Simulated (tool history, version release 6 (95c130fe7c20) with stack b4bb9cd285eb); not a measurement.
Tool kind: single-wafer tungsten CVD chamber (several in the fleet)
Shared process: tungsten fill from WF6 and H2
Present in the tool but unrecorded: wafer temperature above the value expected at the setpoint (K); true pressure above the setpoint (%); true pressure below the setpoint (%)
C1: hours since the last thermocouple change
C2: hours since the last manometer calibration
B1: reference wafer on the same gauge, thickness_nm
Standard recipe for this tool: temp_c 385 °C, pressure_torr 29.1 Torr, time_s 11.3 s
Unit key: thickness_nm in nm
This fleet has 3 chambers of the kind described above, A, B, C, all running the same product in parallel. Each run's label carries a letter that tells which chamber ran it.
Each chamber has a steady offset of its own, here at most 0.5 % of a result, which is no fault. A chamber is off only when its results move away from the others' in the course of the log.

run 1A hour=5.6 | temp_c=385 pressure_torr=29.1 time_s=11.3 | C1=1036.8 C2=54.5 | B1=22.605 | thickness_nm=24.128
run 2C hour=10.3 | temp_c=385 pressure_torr=29.1 time_s=11.3 | C1=1006.6 C2=880.4 | B1=22.604 | thickness_nm=24.148
run 3B hour=19.3 | temp_c=385 pressure_torr=29.1 time_s=11.3 | C1=731.9 C2=1935.1 | B1=22.606 | thickness_nm=24.118
run 4A hour=29.4 | temp_c=385 pressure_torr=29.1 time_s=11.3 | C1=1060.6 C2=78.3 | B1=22.617 | thickness_nm=24.146
run 5B hour=37.7 | temp_c=385 pressure_torr=29.1 time_s=11.3 | C1=750.3 C2=1953.5 | B1=22.623 | thickness_nm=24.204
run 6C hour=43.4 | temp_c=385 pressure_torr=29.1 time_s=11.3 | C1=1039.7 C2=913.5 | B1=22.62 | thickness_nm=24.134
run 7B hour=49.1 | temp_c=385 pressure_torr=29.1 time_s=11.3 | C1=761.7 C2=1964.9 | B1=22.629 | thickness_nm=24.177
run 8C hour=59.7 | temp_c=385 pressure_torr=29.1 time_s=11.3 | C1=1056 C2=929.8 | B1=22.638 | thickness_nm=24.184
run 9A hour=70 | temp_c=385 pressure_torr=29.1 time_s=11.3 | C1=1101.2 C2=118.9 | B1=22.636 | thickness_nm=24.188
run 10A hour=77 | temp_c=385 pressure_torr=29.1 time_s=11.3 | C1=1108.2 C2=125.9 | B1=22.645 | thickness_nm=24.167
run 11C hour=84.1 | temp_c=385 pressure_torr=29.1 time_s=11.3 | C1=1080.4 C2=954.2 | B1=22.65 | thickness_nm=24.175
run 12B hour=89.4 | temp_c=385 pressure_torr=29.1 time_s=11.3 | C1=802 C2=2005.2 | B1=22.655 | thickness_nm=24.203
run 13A hour=94.1 | temp_c=385 pressure_torr=29.1 time_s=11.3 | C1=1125.3 C2=143 | B1=22.66 | thickness_nm=24.165
run 14B hour=99.3 | temp_c=385 pressure_torr=29.1 time_s=11.3 | C1=811.9 C2=2015.1 | B1=22.654 | thickness_nm=24.212
run 15C hour=107.9 | temp_c=385 pressure_torr=29.1 time_s=11.3 | C1=1104.2 C2=978 | B1=22.664 | thickness_nm=24.197
run 16B hour=112.9 | temp_c=394 pressure_torr=29.1 time_s=9.1 | C1=825.5 C2=2028.7 | B1=22.666 | thickness_nm=23.16
run 17C hour=122.5 | temp_c=394 pressure_torr=29.1 time_s=9.1 | C1=1118.8 C2=992.6 | B1=22.674 | thickness_nm=23.287
run 18A hour=127.8 | temp_c=394 pressure_torr=29.1 time_s=9.1 | C1=1159 C2=176.7 | B1=22.671 | thickness_nm=23.168
run 19C hour=137.3 | temp_c=385 pressure_torr=29.1 time_s=12.1 | C1=1133.6 C2=1007.4 | B1=22.681 | thickness_nm=25.97
run 20B hour=142.9 | temp_c=385 pressure_torr=29.1 time_s=12.1 | C1=855.5 C2=2058.7 | B1=22.694 | thickness_nm=25.969
run 21A hour=148.7 | temp_c=385 pressure_torr=29.1 time_s=12.1 | C1=1179.9 C2=197.6 | B1=22.69 | thickness_nm=25.923
run 22C hour=157.8 | temp_c=385 pressure_torr=29.1 time_s=11.3 | C1=1154.1 C2=1027.9 | B1=22.696 | thickness_nm=24.248
run 23A hour=166.9 | temp_c=385 pressure_torr=29.1 time_s=11.3 | C1=1198.1 C2=215.8 | B1=22.696 | thickness_nm=24.282
run 24B hour=176.6 | temp_c=385 pressure_torr=29.1 time_s=11.3 | C1=889.2 C2=2092.4 | B1=22.704 | thickness_nm=24.29
run 25C hour=185.9 | temp_c=385 pressure_torr=29.1 time_s=11.3 | C1=1182.2 C2=1056 | B1=22.718 | thickness_nm=24.244

All chambers now run identical settings, listed one chamber a line with results as question marks. What results will each chamber show?
run 26A hour=193.5 | temp_c=385 pressure_torr=29.1 time_s=11.3 | thickness_nm=?
run 26B hour=193.5 | temp_c=385 pressure_torr=29.1 time_s=11.3 | thickness_nm=?
run 26C hour=193.5 | temp_c=385 pressure_torr=29.1 time_s=11.3 | thickness_nm=?

run=26A thickness_nm=24.261
run=26B thickness_nm=24.253
run=26C thickness_nm=24.279

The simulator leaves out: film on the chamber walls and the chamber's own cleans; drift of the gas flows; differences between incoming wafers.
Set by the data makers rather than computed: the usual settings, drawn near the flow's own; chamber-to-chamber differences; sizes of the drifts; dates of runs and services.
